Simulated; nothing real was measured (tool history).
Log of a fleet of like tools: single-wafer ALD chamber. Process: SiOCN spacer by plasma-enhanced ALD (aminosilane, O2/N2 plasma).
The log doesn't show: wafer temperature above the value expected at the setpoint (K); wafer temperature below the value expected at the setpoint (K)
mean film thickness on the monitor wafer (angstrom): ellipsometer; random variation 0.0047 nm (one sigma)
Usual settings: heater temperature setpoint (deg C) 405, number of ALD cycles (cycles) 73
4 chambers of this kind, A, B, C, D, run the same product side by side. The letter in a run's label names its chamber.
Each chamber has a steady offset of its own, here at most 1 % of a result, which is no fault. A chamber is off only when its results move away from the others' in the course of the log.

run	day	heater temperature setpoint (deg C)	number of ALD cycles (cycles)	hours since the last thermocouple change	read-back reference wafer on the same gauge, thickness_nm	mean film thickness on the monitor wafer (angstrom)
1D	0.129	405	73	594.8	4.6387	43.298
2C	0.233	405	73	591.4	4.6387	43.471
3A	0.354	405	73	340	4.6399	43.745
4B	0.492	405	73	531.6	4.6393	43.42
5D	0.7	405	73	608.5	4.6386	43.325
6A	0.829	405	73	351.4	4.6389	43.75
7C	1.025	405	73	610.4	4.6376	43.458
8B	1.158	405	73	547.6	4.6377	43.486
9B	1.329	405	73	551.7	4.6379	43.393
10D	1.517	405	73	628.1	4.6361	43.29
11A	1.621	405	73	370.4	4.6356	43.583
12C	1.758	405	73	628	4.6348	43.411
13B	1.958	405	73	566.8	4.6342	43.446
14C	2.183	405	73	638.2	4.6332	43.325
15A	2.367	405	73	388.3	4.6346	43.63
16D	2.579	405	73	653.6	4.6328	43.235
17A	2.779	405	73	398.2	4.6334	43.672
18C	3.004	405	73	657.9	4.6309	43.424
19B	3.208	405	73	596.8	4.6312	43.484
20D	3.383	405	73	672.9	4.6296	43.213
21C	3.575	405	73	671.6	4.6297	43.38
22B	3.783	405	73	610.6	4.6296	43.431
23A	4	393	78	427.5	4.628	47.197
24D	4.225	393	78	693.1	4.629	46.95
25B	4.438	393	78	626.3	4.6275	47.053
26D	4.646	393	78	703.2	4.6273	46.837
27A	4.812	405	73	447	4.6278	43.456
28C	4.967	405	73	705	4.6264	43.286
29B	5.088	405	73	641.9	4.6262	43.382
30D	5.317	405	73	719.3	4.6235	43.163
31C	5.467	405	73	717	4.6246	43.312
32A	5.683	405	73	467.9	4.6247	43.543
33A	5.808	405	73	470.9	4.624	43.524
34C	5.925	405	73	728	4.6238	43.268
35D	6.088	405	73	737.8	4.6228	43.148
36B	6.188	394	80	668.3	4.6229	48.176
37A	6.321	394	80	483.2	4.6222	48.43
38B	6.479	394	80	675.3	4.6223	48.169
39C	6.633	394	80	745	4.6211	48.152
40D	6.862	410	62	756.4	4.6214	36.079
41C	7.067	410	62	755.4	4.6202	36.218
42B	7.258	410	62	694	4.62	36.227

What goes on in this fleet: one chamber off, a drifting gauge, or nothing beyond the chambers' own small offsets? Name the chamber and the cause, if any.

The gauge drifts, so all chambers seem to drift together. No chamber is off.
Cause: gauge reads low (%) = 0.442.

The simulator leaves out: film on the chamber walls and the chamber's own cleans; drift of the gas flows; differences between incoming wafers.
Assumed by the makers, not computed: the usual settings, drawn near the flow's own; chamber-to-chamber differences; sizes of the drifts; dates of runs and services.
